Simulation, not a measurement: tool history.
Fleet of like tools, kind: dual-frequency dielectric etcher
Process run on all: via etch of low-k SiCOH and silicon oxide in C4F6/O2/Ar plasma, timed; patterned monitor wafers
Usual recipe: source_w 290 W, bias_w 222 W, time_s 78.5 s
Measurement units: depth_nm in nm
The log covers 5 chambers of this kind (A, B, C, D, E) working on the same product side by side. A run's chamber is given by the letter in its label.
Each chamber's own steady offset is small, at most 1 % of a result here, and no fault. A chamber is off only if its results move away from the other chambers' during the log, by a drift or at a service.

run	day	source_w	bias_w	time_s	hours since the last wet clean	hours since the last source power generator calibration	hours since the last bias power generator calibration	read-back reference wafer on the same gauge, depth_nm	depth_nm
1C	0.292	290	222	78.5	299.9	1095.5	3921.4	227.05	205.20
2B	0.596	290	222	78.5	571.7	2464.2	2932.3	227.12	206.84
3D	0.962	290	222	78.5	191.6	1718.1	1191.9	227.02	209.47
4E	1.300	290	222	78.5	152.7	582.2	114.5	227.11	208.43
# day 1.379: chamber B: wet clean of the chamber
5A	1.621	270	222	62.5	390.2	1635.0	146.7	227.16	161.97
6E	1.942	270	222	62.5	168.1	597.6	129.9	226.88	161.36
7A	2.154	270	222	62.5	403.0	1647.8	159.5	227.17	162.29
8C	2.454	270	222	62.5	351.8	1147.4	3973.3	227.07	162.46
9B	2.742	270	222	62.5	32.8	2515.7	2983.8	227.08	158.58
10D	3.158	290	222	78.5	244.3	1770.8	1244.6	226.76	210.20
11E	3.462	290	222	78.5	204.6	634.1	166.4	226.85	207.97
12D	3.683	290	222	78.5	256.9	1783.4	1257.2	227.04	211.66
13B	3.975	290	222	78.5	62.4	2545.3	3013.4	226.72	205.36
14C	4.379	290	222	78.5	398.0	1193.6	4019.5	227.12	207.06
15A	4.600	290	222	78.5	461.7	1706.5	218.2	226.97	208.08
16C	4.979	290	222	78.5	412.4	1208.0	4033.9	227.12	207.50
# day 5.154: chamber A: wet clean of the chamber
17E	5.304	290	222	78.5	248.8	678.3	210.6	226.76	208.02
18B	5.492	290	222	78.5	98.8	2581.7	3049.8	226.75	205.60
# day 5.650: chamber C: wet clean of the chamber
19D	5.904	290	170	95.0	310.2	1836.7	1310.5	227.01	233.51
20A	6.150	290	170	95.0	23.9	1743.7	255.4	227.20	241.74
21E	6.429	290	170	95.0	275.8	705.3	237.6	226.88	230.73
22D	6.842	290	170	95.0	332.7	1859.2	1333.0	226.82	232.55
23B	7.238	290	170	95.0	140.7	2623.6	3091.7	226.81	228.43
24C	7.625	290	222	78.5	47.4	1271.5	4097.4	227.18	206.33
25A	8.000	310	257	78.5	68.3	1788.1	299.8	227.04	233.78
26D	8.354	310	257	78.5	369.0	1895.5	1369.3	227.21	225.67
27C	8.596	310	257	78.5	70.7	1294.8	4120.7	227.13	222.61
28B	8.988	310	257	78.5	182.7	2665.6	3133.7	226.94	220.31
29E	9.267	310	257	78.5	343.9	773.4	305.7	227.17	224.75
30A	9.675	290	222	78.5	108.5	1828.3	340.0	226.94	218.53
31E	9.958	290	222	78.5	360.5	790.0	322.3	226.79	208.23
32C	10.200	290	222	78.5	109.2	1333.3	4159.2	226.87	208.53
33D	10.604	290	222	78.5	423.0	1949.5	1423.3	227.11	210.59
34B	10.967	290	222	78.5	230.2	2713.1	3181.2	226.99	206.56
35A	11.379	290	222	78.5	149.4	1869.2	380.9	227.01	216.76
36C	11.742	290	222	78.5	146.2	1370.3	4196.2	226.78	207.45
37B	11.925	290	222	56.0	253.2	2736.1	3204.2	227.26	145.73
38A	12.262	290	222	56.0	170.6	1890.4	402.1	226.92	155.21
39D	12.596	290	222	56.0	470.8	1997.3	1471.1	227.27	150.25
40E	12.896	290	222	56.0	431.0	860.5	392.8	227.01	149.34
# day 12.933: chamber E: wet clean of the chamber
41B	13.200	290	222	56.0	283.8	2766.7	3234.8	227.04	145.82
# day 13.408: chamber D: wet clean of the chamber
42A	13.438	290	222	78.5	198.8	1918.6	430.3	226.82	216.96
43E	13.762	290	222	78.5	19.9	881.3	413.6	227.14	209.69
44D	13.962	290	222	78.5	13.3	2030.1	1503.9	226.99	209.65

Which is it: a chamber that has drifted or been left off by a service, a gauge drift common to all chambers, or only each chamber's usual small offset? If a chamber is off, name it and its likeliest cause.

A service on chamber A put it out of line with the rest.
Most likely cause: etch rate over this chamber's usual, % = 3.73.

Here are 4 candidates for chamber A's next run, each the usual settings with a change, their results left as question marks. Which one brings its results back in line with what the others give on the usual settings?
In line here means within this much of the mean the other chambers give on the usual settings: depth_nm 3.40 nm
45A-1	14.262	310	236	78.5					?
45A-2	14.262	290	220	75.5					?
45A-3	14.262	300	222	85.0					?
45A-4	14.262	280	218	72.5					?

The mean the other chambers reach with the usual settings: depth_nm 207.86 nm
run	depth_nm
45A-1	228.02
45A-2	208.72
45A-3	238.78
45A-4	197.15
Change 45A-2 lands the chamber within the allowed miss of the other chambers.
